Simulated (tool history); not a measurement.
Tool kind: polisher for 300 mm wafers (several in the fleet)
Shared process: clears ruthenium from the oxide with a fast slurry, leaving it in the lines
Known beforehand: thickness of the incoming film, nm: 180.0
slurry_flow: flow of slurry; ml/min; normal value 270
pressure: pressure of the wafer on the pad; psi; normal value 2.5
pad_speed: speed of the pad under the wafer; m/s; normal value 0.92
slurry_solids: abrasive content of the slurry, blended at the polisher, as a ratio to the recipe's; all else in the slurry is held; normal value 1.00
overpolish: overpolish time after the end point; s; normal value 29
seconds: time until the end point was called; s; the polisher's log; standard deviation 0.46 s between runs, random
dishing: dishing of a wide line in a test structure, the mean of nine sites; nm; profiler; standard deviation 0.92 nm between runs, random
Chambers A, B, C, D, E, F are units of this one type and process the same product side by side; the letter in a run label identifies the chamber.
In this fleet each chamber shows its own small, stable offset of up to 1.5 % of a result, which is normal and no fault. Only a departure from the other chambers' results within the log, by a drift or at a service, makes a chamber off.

run	hour	slurry_flow	pressure	pad_speed	slurry_solids	overpolish	seconds	dishing
1B	3.9	270	2.5	0.92	1.00	29	43.556	66.100
# hour 6.6: chamber E: worn pad replaced by a new one
2F	8.1	270	2.5	0.92	1.00	29	43.954	66.823
3D	10.9	270	2.5	0.92	1.00	29	44.296	65.276
4C	14.8	270	2.5	0.92	1.00	29	45.044	67.650
5A	17.7	270	2.5	0.92	1.00	29	44.025	64.970
6E	21.4	270	2.5	0.92	1.00	29	43.269	65.617
7B	25.3	270	2.5	0.92	1.00	29	44.223	64.485
8C	28.2	270	2.5	0.92	1.00	29	43.997	66.194
9A	32.7	270	2.5	0.92	1.00	29	43.873	63.295
10F	34.9	270	2.5	0.92	1.00	29	44.138	65.418
# hour 35.9: chamber B: slurry blender recalibrated
11D	39.4	270	2.5	0.92	1.00	29	43.406	64.057
12E	43.2	270	2.5	0.92	1.00	29	42.830	65.289
13B	46.7	270	2.5	0.92	1.00	29	43.199	64.880
# hour 49.0: chamber F: slurry blender recalibrated
14F	49.6	270	2.5	0.92	1.00	29	43.847	65.753
15C	52.2	270	2.5	0.92	1.00	29	44.195	65.685
16E	55.2	270	2.5	0.92	1.00	29	43.282	66.195
17A	57.6	270	2.5	0.92	1.00	29	44.259	64.521
18D	59.8	270	2.5	0.92	1.00	29	43.433	64.385
# hour 60.7: chamber B: head pressure recalibrated
# hour 61.8: chamber F: worn pad replaced by a new one
19F	63.7	270	2.5	0.92	1.00	29	42.681	64.598
20A	67.1	270	2.5	0.92	1.00	29	43.616	64.164
# hour 68.6: chamber B: worn pad replaced by a new one
21D	70.5	270	2.5	0.92	1.00	29	43.282	64.981
22B	73.2	270	2.5	0.92	1.00	29	42.747	64.537
23E	76.2	270	2.5	0.92	1.00	29	43.635	65.585
24C	79.1	270	2.5	0.92	1.00	29	44.695	64.898
25C	81.7	270	2.5	0.92	1.00	29	42.955	64.637
# hour 82.0: chamber C: worn pad replaced by a new one
26E	85.6	270	2.5	0.92	1.00	29	44.171	64.046
# hour 85.7: chamber D: worn pad replaced by a new one
# hour 86.3: chamber A: slurry blender recalibrated
27D	89.9	325	2.5	0.92	1.25	29	38.589	70.283
28F	93.3	325	2.5	0.92	1.25	29	39.450	70.347
# hour 95.4: chamber A: worn pad replaced by a new one
29A	95.7	325	2.5	0.92	1.25	29	38.561	70.264
30B	97.9	325	2.5	0.92	1.25	29	38.837	69.949
31D	100.9	325	2.5	0.92	1.25	29	38.414	70.438
32A	105.0	325	2.5	0.92	1.25	29	38.373	67.118
33F	109.1	270	2.5	0.92	1.00	29	45.040	65.227
34C	113.3	270	2.5	0.92	1.00	29	43.132	65.912
35E	116.5	270	2.5	0.92	1.00	29	43.046	66.966
36B	120.3	300	2.5	0.92	1.00	29	43.383	66.886
37C	122.9	300	2.5	0.92	1.00	29	43.477	67.324

Next, all 6 chambers run the settings below, one line each with question marks for the results. What does each chamber give?
38A	126.2	270	2.5	0.92	1.00	29	?	?
38B	126.2	270	2.5	0.92	1.00	29	?	?
38C	126.2	270	2.5	0.92	1.00	29	?	?
38D	126.2	270	2.5	0.92	1.00	29	?	?
38E	126.2	270	2.5	0.92	1.00	29	?	?
38F	126.2	270	2.5	0.92	1.00	29	?	?

run	seconds	dishing
38A	43.177	65.412
38B	42.994	68.597
38C	42.854	65.830
38D	43.195	64.907
38E	43.284	66.141
38F	43.845	67.503
